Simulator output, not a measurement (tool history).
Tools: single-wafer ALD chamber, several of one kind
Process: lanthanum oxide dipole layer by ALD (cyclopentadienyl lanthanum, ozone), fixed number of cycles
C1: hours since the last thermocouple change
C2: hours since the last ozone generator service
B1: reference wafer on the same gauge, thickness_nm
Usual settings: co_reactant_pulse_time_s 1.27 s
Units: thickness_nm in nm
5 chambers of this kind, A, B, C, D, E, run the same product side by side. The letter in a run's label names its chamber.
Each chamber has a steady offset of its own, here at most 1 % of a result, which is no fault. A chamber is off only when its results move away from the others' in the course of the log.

{"hour": 7.1, "done": "chamber A: thermocouple changed; heater temperature recalibrated"}
{"run": "1C", "hour": 12.1, "co_reactant_pulse_time_s": 1.27, "C1": 1107.3, "C2": 656.8, "B1": 0.52619, "thickness_nm": 0.52856}
{"run": "2A", "hour": 24.3, "co_reactant_pulse_time_s": 1.27, "C1": 17.2, "C2": 107, "B1": 0.52557, "thickness_nm": 0.5319}
{"run": "3E", "hour": 37.6, "co_reactant_pulse_time_s": 1.27, "C1": 1665.5, "C2": 901.4, "B1": 0.52574, "thickness_nm": 0.52973}
{"run": "4D", "hour": 52.0, "co_reactant_pulse_time_s": 1.27, "C1": 1927.2, "C2": 609.7, "B1": 0.52541, "thickness_nm": 0.52601}
{"hour": 54.8, "done": "chamber D: ozone generator serviced"}
{"run": "5B", "hour": 60.2, "co_reactant_pulse_time_s": 1.27, "C1": 1354.9, "C2": 892.1, "B1": 0.52626, "thickness_nm": 0.53505}
{"run": "6A", "hour": 71.0, "co_reactant_pulse_time_s": 1.27, "C1": 63.9, "C2": 153.7, "B1": 0.52595, "thickness_nm": 0.53137}
{"run": "7E", "hour": 77.5, "co_reactant_pulse_time_s": 1.27, "C1": 1705.4, "C2": 941.3, "B1": 0.52611, "thickness_nm": 0.52701}
{"hour": 82.4, "done": "chamber C: ozone generator serviced"}
{"run": "8B", "hour": 91.6, "co_reactant_pulse_time_s": 1.51, "C1": 1386.3, "C2": 923.5, "B1": 0.52578, "thickness_nm": 0.55188}
{"run": "9D", "hour": 98.3, "co_reactant_pulse_time_s": 1.51, "C1": 1973.5, "C2": 43.6, "B1": 0.52617, "thickness_nm": 0.54543}
{"hour": 106.8, "done": "chamber E: ozone generator serviced"}
{"run": "10C", "hour": 110.1, "co_reactant_pulse_time_s": 1.51, "C1": 1205.3, "C2": 27.8, "B1": 0.52602, "thickness_nm": 0.54799}
{"run": "11C", "hour": 123.8, "co_reactant_pulse_time_s": 1.51, "C1": 1219, "C2": 41.5, "B1": 0.52626, "thickness_nm": 0.54993}
{"run": "12B", "hour": 136.1, "co_reactant_pulse_time_s": 1.51, "C1": 1430.8, "C2": 968, "B1": 0.52618, "thickness_nm": 0.55046}
{"run": "13A", "hour": 146.8, "co_reactant_pulse_time_s": 1.27, "C1": 139.7, "C2": 229.5, "B1": 0.52615, "thickness_nm": 0.5335}
{"run": "14E", "hour": 156.7, "co_reactant_pulse_time_s": 1.27, "C1": 1784.6, "C2": 49.9, "B1": 0.52631, "thickness_nm": 0.5307}
{"run": "15D", "hour": 164.0, "co_reactant_pulse_time_s": 1.27, "C1": 2039.2, "C2": 109.3, "B1": 0.52553, "thickness_nm": 0.53069}
{"run": "16A", "hour": 175.5, "co_reactant_pulse_time_s": 1.27, "C1": 168.4, "C2": 258.2, "B1": 0.52577, "thickness_nm": 0.53114}
{"run": "17D", "hour": 188.2, "co_reactant_pulse_time_s": 0.89, "C1": 2063.4, "C2": 133.5, "B1": 0.5258, "thickness_nm": 0.47814}
{"run": "18B", "hour": 199.5, "co_reactant_pulse_time_s": 0.89, "C1": 1494.2, "C2": 1031.4, "B1": 0.52614, "thickness_nm": 0.47104}
{"run": "19C", "hour": 212.8, "co_reactant_pulse_time_s": 0.89, "C1": 1308, "C2": 130.5, "B1": 0.52569, "thickness_nm": 0.47682}
{"run": "20E", "hour": 220.5, "co_reactant_pulse_time_s": 0.89, "C1": 1848.4, "C2": 113.7, "B1": 0.5263, "thickness_nm": 0.4772}
{"run": "21C", "hour": 234.2, "co_reactant_pulse_time_s": 0.89, "C1": 1329.4, "C2": 151.9, "B1": 0.5257, "thickness_nm": 0.48042}
{"run": "22D", "hour": 245.3, "co_reactant_pulse_time_s": 1.27, "C1": 2120.5, "C2": 190.6, "B1": 0.52596, "thickness_nm": 0.52785}
{"run": "23A", "hour": 252.7, "co_reactant_pulse_time_s": 1.47, "C1": 245.6, "C2": 335.4, "B1": 0.52603, "thickness_nm": 0.54302}
{"run": "24B", "hour": 263.6, "co_reactant_pulse_time_s": 1.47, "C1": 1558.3, "C2": 1095.5, "B1": 0.52567, "thickness_nm": 0.54049}
{"run": "25E", "hour": 273.4, "co_reactant_pulse_time_s": 1.47, "C1": 1901.3, "C2": 166.6, "B1": 0.52619, "thickness_nm": 0.54464}
{"run": "26A", "hour": 286.6, "co_reactant_pulse_time_s": 1.47, "C1": 279.5, "C2": 369.3, "B1": 0.52618, "thickness_nm": 0.54599}
{"run": "27D", "hour": 295.5, "co_reactant_pulse_time_s": 1.47, "C1": 2170.7, "C2": 240.8, "B1": 0.52627, "thickness_nm": 0.54109}
{"run": "28E", "hour": 304.9, "co_reactant_pulse_time_s": 1.54, "C1": 1932.8, "C2": 198.1, "B1": 0.52628, "thickness_nm": 0.54839}
{"run": "29B", "hour": 316.1, "co_reactant_pulse_time_s": 1.54, "C1": 1610.8, "C2": 1148, "B1": 0.52671, "thickness_nm": 0.54308}
{"run": "30C", "hour": 326.5, "co_reactant_pulse_time_s": 1.54, "C1": 1421.7, "C2": 244.2, "B1": 0.5264, "thickness_nm": 0.5476}
{"run": "31B", "hour": 334.3, "co_reactant_pulse_time_s": 1.54, "C1": 1629, "C2": 1166.2, "B1": 0.5262, "thickness_nm": 0.53917}
{"run": "32A", "hour": 343.4, "co_reactant_pulse_time_s": 1.54, "C1": 336.3, "C2": 426.1, "B1": 0.52619, "thickness_nm": 0.54963}
{"run": "33C", "hour": 349.9, "co_reactant_pulse_time_s": 1.27, "C1": 1445.1, "C2": 267.6, "B1": 0.52618, "thickness_nm": 0.53191}
{"run": "34D", "hour": 362.8, "co_reactant_pulse_time_s": 1.27, "C1": 2238, "C2": 308.1, "B1": 0.52547, "thickness_nm": 0.52929}
{"run": "35E", "hour": 370.7, "co_reactant_pulse_time_s": 1.27, "C1": 1998.6, "C2": 263.9, "B1": 0.52598, "thickness_nm": 0.5327}
{"run": "36A", "hour": 384.9, "co_reactant_pulse_time_s": 1.27, "C1": 377.8, "C2": 467.6, "B1": 0.52692, "thickness_nm": 0.53}

Next, every chamber runs the same settings. What will each give?
{"run": "37A", "hour": 395.8, "co_reactant_pulse_time_s": 1.27, "thickness_nm": "?"}
{"run": "37B", "hour": 395.8, "co_reactant_pulse_time_s": 1.27, "thickness_nm": "?"}
{"run": "37C", "hour": 395.8, "co_reactant_pulse_time_s": 1.27, "thickness_nm": "?"}
{"run": "37D", "hour": 395.8, "co_reactant_pulse_time_s": 1.27, "thickness_nm": "?"}
{"run": "37E", "hour": 395.8, "co_reactant_pulse_time_s": 1.27, "thickness_nm": "?"}

run=37A thickness_nm=0.53157
run=37B thickness_nm=0.51
run=37C thickness_nm=0.52962
run=37D thickness_nm=0.53018
run=37E thickness_nm=0.532
